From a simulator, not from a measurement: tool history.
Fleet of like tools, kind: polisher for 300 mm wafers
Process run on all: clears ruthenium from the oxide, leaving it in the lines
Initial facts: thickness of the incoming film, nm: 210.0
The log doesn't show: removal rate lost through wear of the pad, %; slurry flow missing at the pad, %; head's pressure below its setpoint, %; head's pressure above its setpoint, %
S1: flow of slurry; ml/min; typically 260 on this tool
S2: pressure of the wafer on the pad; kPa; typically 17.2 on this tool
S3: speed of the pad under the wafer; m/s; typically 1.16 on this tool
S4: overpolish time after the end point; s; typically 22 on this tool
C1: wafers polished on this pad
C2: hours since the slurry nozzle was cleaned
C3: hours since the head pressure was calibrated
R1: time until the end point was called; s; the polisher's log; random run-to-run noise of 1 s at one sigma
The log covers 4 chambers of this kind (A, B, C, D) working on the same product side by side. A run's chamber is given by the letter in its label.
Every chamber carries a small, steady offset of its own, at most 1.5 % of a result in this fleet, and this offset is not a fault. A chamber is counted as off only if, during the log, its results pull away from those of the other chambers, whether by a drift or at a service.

run,hour,S1,S2,S3,S4,C1,C2,C3,R1
# hour 3.1: chamber B: slurry nozzle cleaned
1A,8.7,260,17.2,1.16,22,1273,401.7,471.4,121.98
# hour 14.6: chamber A: worn pad replaced by a new one
2D,15.5,260,17.2,1.16,22,267,274.4,514.2,122.5
3B,24.3,260,17.2,1.16,22,385,21.3,574,123.98
4C,30.9,260,17.2,1.16,22,1280,32.1,139,123.71
5D,37.6,260,20,1.16,34,434,296.5,536.3,106.18
6C,45.1,260,20,1.16,34,1387,46.3,153.2,105.42
7A,54.7,260,20,1.16,34,303,447.7,517.4,105.94
8B,61.1,260,20,1.16,34,663,58.1,610.8,105.18
# hour 64.4: chamber C: worn pad replaced by a new one
9C,67.5,260,17.2,1.16,22,23,68.7,175.6,122.59
10B,77.3,260,17.2,1.16,22,785,74.3,627,123.99
11A,85.9,260,17.2,1.16,22,538,478.9,548.6,120.54
12D,92.2,260,17.2,1.16,22,846,351.1,590.9,122.93
13B,100.4,260,17.2,1.16,22,959,97.4,650.1,124.77
14A,105.8,260,17.2,1.16,22,689,498.8,568.5,122.44
15C,113.5,260,17.2,1.16,22,371,114.7,221.6,124.15
16D,120.4,260,17.2,1.16,22,1059,379.3,619.1,121.24
# hour 125.7: chamber B: head pressure recalibrated
17B,130.4,260,17.2,1.16,22,1186,127.4,4.8,123.39
18A,135,260,17.2,1.16,22,909,528,597.7,124.16
19D,140.4,260,17.2,1.16,22,1210,399.3,639.1,120.78
20C,148.5,260,17.2,1.16,22,635,149.7,256.6,123.3
21B,154.7,300,17.2,0.94,22,1369,151.7,29.1,152.87
22C,161.2,300,17.2,0.94,22,731,162.4,269.3,149.6
23D,167,300,17.2,0.94,22,1411,425.9,665.7,147.42
# hour 167.7: chamber B: worn pad replaced by a new one
24A,177.4,300,17.2,0.94,22,1229,570.4,640.1,149.36
# hour 181.3: chamber D: worn pad replaced by a new one
25C,184.4,260,17.2,1.16,22,906,185.6,292.5,124.86
# hour 192.6: chamber A: worn pad replaced by a new one
26B,192.6,260,17.2,1.16,22,188,189.6,67,124.56
27A,203,260,17.2,1.16,22,78,596,665.7,123.29
28D,212.8,260,17.2,1.16,22,238,471.7,711.5,122.29
29A,221.9,260,17.2,1.16,22,221,614.9,684.6,122.42
30D,229.2,260,17.2,1.16,22,362,488.1,727.9,122.61
# hour 231.5: chamber C: worn pad replaced by a new one
31C,234.9,260,17.2,1.16,31,25,236.1,343,123.95
32B,244.1,260,17.2,1.16,31,577,241.1,118.5,120.21
33B,250.6,260,17.2,1.16,31,626,247.6,125,123.95
34C,260.3,260,17.2,1.16,31,217,261.5,368.4,122.61
35D,269.2,260,17.2,1.16,22,664,528.1,767.9,122.26
36A,279.6,260,17.2,1.16,22,657,672.6,742.3,121.23
37D,285.2,260,17.2,1.16,22,784,544.1,783.9,121.28
38C,293.2,260,17.2,1.16,22,466,294.4,401.3,121.64
39B,302,260,17.2,1.16,22,1014,299,176.4,124.63
# hour 305.1: chamber A: head pressure recalibrated
40A,310.4,310,17.2,1.16,32,889,703.4,5.4,118.98

Next, all 4 chambers run the settings below, one line each with question marks for the results. What does each chamber give?
41A,317.8,260,19.3,1.16,22,,,,?
41B,317.8,260,19.3,1.16,22,,,,?
41C,317.8,260,19.3,1.16,22,,,,?
41D,317.8,260,19.3,1.16,22,,,,?

run,R1
41A,110.99
41B,111.44
41C,109.99
41D,108.11

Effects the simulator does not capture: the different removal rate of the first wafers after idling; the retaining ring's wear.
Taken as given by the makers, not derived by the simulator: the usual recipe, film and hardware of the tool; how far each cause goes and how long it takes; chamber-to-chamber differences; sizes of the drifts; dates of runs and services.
